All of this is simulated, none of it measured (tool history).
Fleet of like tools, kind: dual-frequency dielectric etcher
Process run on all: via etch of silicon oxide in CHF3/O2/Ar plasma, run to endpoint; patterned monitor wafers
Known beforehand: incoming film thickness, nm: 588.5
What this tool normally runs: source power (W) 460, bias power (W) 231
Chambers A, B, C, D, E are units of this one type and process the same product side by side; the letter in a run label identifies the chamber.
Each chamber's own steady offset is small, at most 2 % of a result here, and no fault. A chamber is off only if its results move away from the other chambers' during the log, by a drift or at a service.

Run 1A, hour 10.7: usual settings. Result: endpoint time (s) 305.01.
Run 2B, hour 18.7: usual settings. Result: endpoint time (s) 308.09.
Run 3E, hour 30.1: usual settings. Result: endpoint time (s) 297.76.
Run 4D, hour 35.5: usual settings. Result: endpoint time (s) 304.18.
Run 5C, hour 44.4: usual settings. Result: endpoint time (s) 310.72.
Run 6A, hour 53.6: usual settings. Result: endpoint time (s) 303.45.
Run 7D, hour 58.8: usual settings. Result: endpoint time (s) 304.26.
Run 8B, hour 65.1: usual settings. Result: endpoint time (s) 300.66.
Run 9E, hour 76.1: usual settings. Result: endpoint time (s) 303.21.
Run 10C, hour 86.3: usual settings. Result: endpoint time (s) 306.46.
Run 11C, hour 96.7: usual settings. Result: endpoint time (s) 307.58.
Run 12D, hour 106.3: usual settings. Result: endpoint time (s) 308.24.
Run 13A, hour 117.5: usual settings. Result: endpoint time (s) 301.78.
Run 14E, hour 123.5: usual settings. Result: endpoint time (s) 302.27.
Run 15B, hour 130.2: usual settings. Result: endpoint time (s) 306.68.
Run 16E, hour 141.7: usual settings but source power (W) 360, bias power (W) 276. Result: endpoint time (s) 310.47.
Run 17D, hour 149.8: usual settings but source power (W) 360, bias power (W) 276. Result: endpoint time (s) 307.77.
Run 18B, hour 159.5: usual settings but source power (W) 360, bias power (W) 276. Result: endpoint time (s) 321.71.
At hour 163.8: chamber E: wet clean of the chamber.
Run 19A, hour 165.2: usual settings but source power (W) 360, bias power (W) 276. Result: endpoint time (s) 315.49.
Run 20C, hour 171.2: usual settings but source power (W) 360, bias power (W) 276. Result: endpoint time (s) 310.66.
Run 21D, hour 180.1: usual settings. Result: endpoint time (s) 305.49.
Run 22A, hour 186.5: usual settings. Result: endpoint time (s) 302.2.
Run 23C, hour 196.3: usual settings. Result: endpoint time (s) 307.36.
Run 24B, hour 205.6: usual settings. Result: endpoint time (s) 304.57.
At hour 209.3: chamber B: wet clean of the chamber.
At hour 211.9: chamber C: wet clean of the chamber.
Run 25E, hour 214.6: usual settings. Result: endpoint time (s) 297.11.
Run 26E, hour 222.2: usual settings. Result: endpoint time (s) 302.14.
Run 27B, hour 233.7: usual settings. Result: endpoint time (s) 298.91.
At hour 235: chamber D: wet clean of the chamber.
Run 28A, hour 239.4: usual settings. Result: endpoint time (s) 297.53.
Run 29C, hour 247.1: usual settings. Result: endpoint time (s) 307.25.
Run 30D, hour 253.6: usual settings. Result: endpoint time (s) 305.96.

What goes on in this fleet: one chamber off, a drifting gauge, or nothing beyond the chambers' own small offsets? Name the chamber and the cause, if any.

Neither any chamber nor the gauge drifts; the chambers differ only by their own small, steady offsets.
